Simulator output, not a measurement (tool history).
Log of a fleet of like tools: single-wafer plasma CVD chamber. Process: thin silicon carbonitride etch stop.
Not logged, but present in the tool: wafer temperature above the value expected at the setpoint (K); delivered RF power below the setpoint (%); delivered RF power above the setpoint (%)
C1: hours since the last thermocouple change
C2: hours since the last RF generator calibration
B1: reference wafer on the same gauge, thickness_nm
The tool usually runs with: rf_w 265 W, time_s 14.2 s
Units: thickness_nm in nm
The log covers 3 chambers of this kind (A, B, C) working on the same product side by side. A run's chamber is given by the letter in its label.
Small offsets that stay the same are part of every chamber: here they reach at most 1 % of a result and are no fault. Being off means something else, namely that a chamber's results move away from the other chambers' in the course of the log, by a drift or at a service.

run 1A hour=10.3 | rf_w=265 time_s=14.2 | C1=70.9 C2=1388.6 | B1=8.1537 | thickness_nm=8.8091
run 2C hour=23.0 | rf_w=265 time_s=14.2 | C1=1247.5 C2=656.0 | B1=8.1474 | thickness_nm=8.7257
run 3B hour=34.3 | rf_w=265 time_s=14.2 | C1=1346.4 C2=327.7 | B1=8.1528 | thickness_nm=8.7844
run 4C hour=44.2 | rf_w=265 time_s=14.2 | C1=1268.7 C2=677.2 | B1=8.1518 | thickness_nm=8.7254
run 5A hour=51.7 | rf_w=265 time_s=14.2 | C1=112.3 C2=1430.0 | B1=8.1500 | thickness_nm=8.7652
run 6B hour=63.4 | rf_w=285 time_s=14.2 | C1=1375.5 C2=356.8 | B1=8.1566 | thickness_nm=9.0384
run 7C hour=75.6 | rf_w=285 time_s=14.2 | C1=1300.1 C2=708.6 | B1=8.1512 | thickness_nm=8.9219
run 8A hour=89.0 | rf_w=285 time_s=14.2 | C1=149.6 C2=1467.3 | B1=8.1480 | thickness_nm=9.0080
run 9B hour=102.4 | rf_w=265 time_s=14.2 | C1=1414.5 C2=395.8 | B1=8.1491 | thickness_nm=8.7773
run 10C hour=109.0 | rf_w=265 time_s=14.2 | C1=1333.5 C2=742.0 | B1=8.1534 | thickness_nm=8.7293
run 11A hour=115.9 | rf_w=265 time_s=14.2 | C1=176.5 C2=1494.2 | B1=8.1532 | thickness_nm=8.8272
run 12B hour=124.6 | rf_w=265 time_s=14.2 | C1=1436.7 C2=418.0 | B1=8.1506 | thickness_nm=8.7880
-- hour=129.9 chamber A: RF generator calibrated
run 13B hour=136.3 | rf_w=265 time_s=14.2 | C1=1448.4 C2=429.7 | B1=8.1478 | thickness_nm=8.8131
run 14C hour=144.7 | rf_w=265 time_s=14.2 | C1=1369.2 C2=777.7 | B1=8.1474 | thickness_nm=8.7182
run 15A hour=154.2 | rf_w=265 time_s=14.2 | C1=214.8 C2=24.3 | B1=8.1511 | thickness_nm=8.8207
run 16A hour=165.2 | rf_w=265 time_s=14.2 | C1=225.8 C2=35.3 | B1=8.1523 | thickness_nm=8.8029
run 17B hour=172.1 | rf_w=265 time_s=14.2 | C1=1484.2 C2=465.5 | B1=8.1468 | thickness_nm=8.7343
run 18C hour=180.9 | rf_w=265 time_s=14.2 | C1=1405.4 C2=813.9 | B1=8.1522 | thickness_nm=8.7497
run 19C hour=188.2 | rf_w=265 time_s=14.2 | C1=1412.7 C2=821.2 | B1=8.1525 | thickness_nm=8.7420
run 20A hour=196.0 | rf_w=265 time_s=14.2 | C1=256.6 C2=66.1 | B1=8.1544 | thickness_nm=8.8257
run 21B hour=208.2 | rf_w=265 time_s=14.2 | C1=1520.3 C2=501.6 | B1=8.1448 | thickness_nm=8.7491
run 22A hour=215.1 | rf_w=265 time_s=14.2 | C1=275.7 C2=85.2 | B1=8.1483 | thickness_nm=8.8212
run 23B hour=228.2 | rf_w=265 time_s=14.2 | C1=1540.3 C2=521.6 | B1=8.1505 | thickness_nm=8.7744

Read the log: is a single chamber off, either drifting away or since a service, is the gauge that measures every chamber drifting, or is nothing wrong beyond small per-chamber offsets? Name any odd chamber and what most likely caused it.

The fleet is healthy, with each chamber sitting at its usual small offset and no drift in the gauge.
